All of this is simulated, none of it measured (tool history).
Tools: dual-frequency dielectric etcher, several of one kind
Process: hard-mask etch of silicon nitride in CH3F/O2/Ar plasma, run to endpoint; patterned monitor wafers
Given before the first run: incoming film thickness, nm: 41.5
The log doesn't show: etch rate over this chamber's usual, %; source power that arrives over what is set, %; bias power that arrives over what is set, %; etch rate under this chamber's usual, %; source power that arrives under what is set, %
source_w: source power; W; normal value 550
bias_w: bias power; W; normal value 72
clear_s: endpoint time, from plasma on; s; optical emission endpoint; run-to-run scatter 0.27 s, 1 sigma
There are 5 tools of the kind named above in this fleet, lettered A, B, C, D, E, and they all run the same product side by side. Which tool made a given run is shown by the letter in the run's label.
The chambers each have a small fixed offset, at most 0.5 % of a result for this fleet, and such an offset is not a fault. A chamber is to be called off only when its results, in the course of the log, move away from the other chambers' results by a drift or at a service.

| run | hour | source_w | bias_w | hours since the last wet clean | hours since the last source power generator calibration | hours since the last bias power generator calibration | clear_s |
|---|---|---|---|---|---|---|---|
| 1E | 14.3 | 550 | 72 | 188.7 | 466.6 | 410.2 | 53.643 |
|  | 16.1 | chamber A: source power generator calibrated |
| 2C | 25 | 550 | 72 | 426.8 | 1384.6 | 2015.3 | 53.124 |
| 3B | 36.4 | 550 | 72 | 167.8 | 385.1 | 2154.1 | 53.03 |
| 4A | 48.6 | 550 | 72 | 309.1 | 32.6 | 863.9 | 53.291 |
| 5D | 58.2 | 550 | 72 | 361 | 2693.6 | 1477.8 | 52.946 |
| 6D | 69.2 | 550 | 72 | 372 | 2704.6 | 1488.8 | 53.391 |
| 7B | 80.5 | 550 | 72 | 211.9 | 429.2 | 2198.2 | 52.926 |
| 8E | 94.4 | 550 | 72 | 268.8 | 546.7 | 490.3 | 53.415 |
| 9A | 105.5 | 550 | 72 | 366 | 89.5 | 920.8 | 52.866 |
| 10C | 115.9 | 550 | 72 | 517.7 | 1475.5 | 2106.2 | 53.288 |
|  | 124 | chamber C: wet clean of the chamber |
| 11C | 126.7 | 550 | 72 | 2.7 | 1486.3 | 2117 | 53.277 |
| 12B | 140.8 | 550 | 72 | 272.2 | 489.5 | 2258.5 | 53.299 |
|  | 147.9 | chamber D: wet clean of the chamber |
| 13A | 152.7 | 550 | 72 | 413.2 | 136.7 | 968 | 52.929 |
| 14D | 162.5 | 550 | 72 | 14.7 | 2797.9 | 1582.1 | 53.391 |
| 15E | 176 | 550 | 72 | 350.4 | 628.3 | 571.9 | 53.32 |
|  | 181.1 | chamber D: source power generator calibrated |
| 16D | 191.2 | 550 | 72 | 43.4 | 10.2 | 1610.8 | 53.14 |
| 17E | 202.5 | 550 | 72 | 376.9 | 654.8 | 598.4 | 53.287 |
|  | 210.6 | chamber E: wet clean of the chamber |
|  | 211.7 | chamber B: wet clean of the chamber |
| 18C | 216.7 | 550 | 72 | 92.7 | 1576.3 | 2207 | 53.054 |
| 19B | 224.7 | 550 | 72 | 13 | 573.4 | 2342.4 | 53.406 |
| 20A | 239.8 | 550 | 72 | 500.3 | 223.8 | 1055.1 | 52.923 |
| 21D | 252.4 | 550 | 72 | 104.6 | 71.4 | 1672 | 52.89 |
| 22A | 262.6 | 550 | 72 | 523.1 | 246.6 | 1077.9 | 52.761 |
| 23E | 272.4 | 650 | 72 | 61.8 | 724.7 | 668.3 | 49.862 |
|  | 276.1 | chamber A: wet clean of the chamber |
| 24B | 281.3 | 650 | 72 | 69.6 | 630 | 2399 | 49.587 |
| 25C | 288.6 | 650 | 72 | 164.6 | 1648.2 | 2278.9 | 49.719 |
| 26A | 299 | 650 | 72 | 23 | 283 | 1114.3 | 49.408 |
| 27B | 307.9 | 650 | 72 | 96.2 | 656.6 | 2425.6 | 49.639 |
| 28C | 323 | 470 | 78 | 199 | 1682.6 | 2313.3 | 54.35 |
| 29E | 336 | 470 | 78 | 125.4 | 788.3 | 731.9 | 55.603 |
| 30D | 345.9 | 470 | 78 | 198.1 | 164.9 | 1765.5 | 55.032 |
| 31D | 355.5 | 470 | 78 | 207.7 | 174.5 | 1775.1 | 55.098 |
| 32A | 367.4 | 470 | 78 | 91.4 | 351.4 | 1182.7 | 54.84 |
| 33C | 377.2 | 550 | 72 | 253.2 | 1736.8 | 2367.5 | 52.446 |
| 34E | 385.6 | 630 | 72 | 175 | 837.9 | 781.5 | 50.888 |
| 35B | 395.6 | 630 | 72 | 183.9 | 744.3 | 2513.3 | 50.14 |
| 36C | 402.5 | 630 | 72 | 278.5 | 1762.1 | 2392.8 | 50.485 |

Each of the 5 chambers runs these same settings next. Fill in every chamber's results:
| 37A | 413.6 | 550 | 72 |  |  |  | ? |
| 37B | 413.6 | 550 | 72 |  |  |  | ? |
| 37C | 413.6 | 550 | 72 |  |  |  | ? |
| 37D | 413.6 | 550 | 72 |  |  |  | ? |
| 37E | 413.6 | 550 | 72 |  |  |  | ? |

| run | clear_s |
|---|---|
| 37A | 53.363 |
| 37B | 53.21 |
| 37C | 53.029 |
| 37D | 53.3 |
| 37E | 53.326 |

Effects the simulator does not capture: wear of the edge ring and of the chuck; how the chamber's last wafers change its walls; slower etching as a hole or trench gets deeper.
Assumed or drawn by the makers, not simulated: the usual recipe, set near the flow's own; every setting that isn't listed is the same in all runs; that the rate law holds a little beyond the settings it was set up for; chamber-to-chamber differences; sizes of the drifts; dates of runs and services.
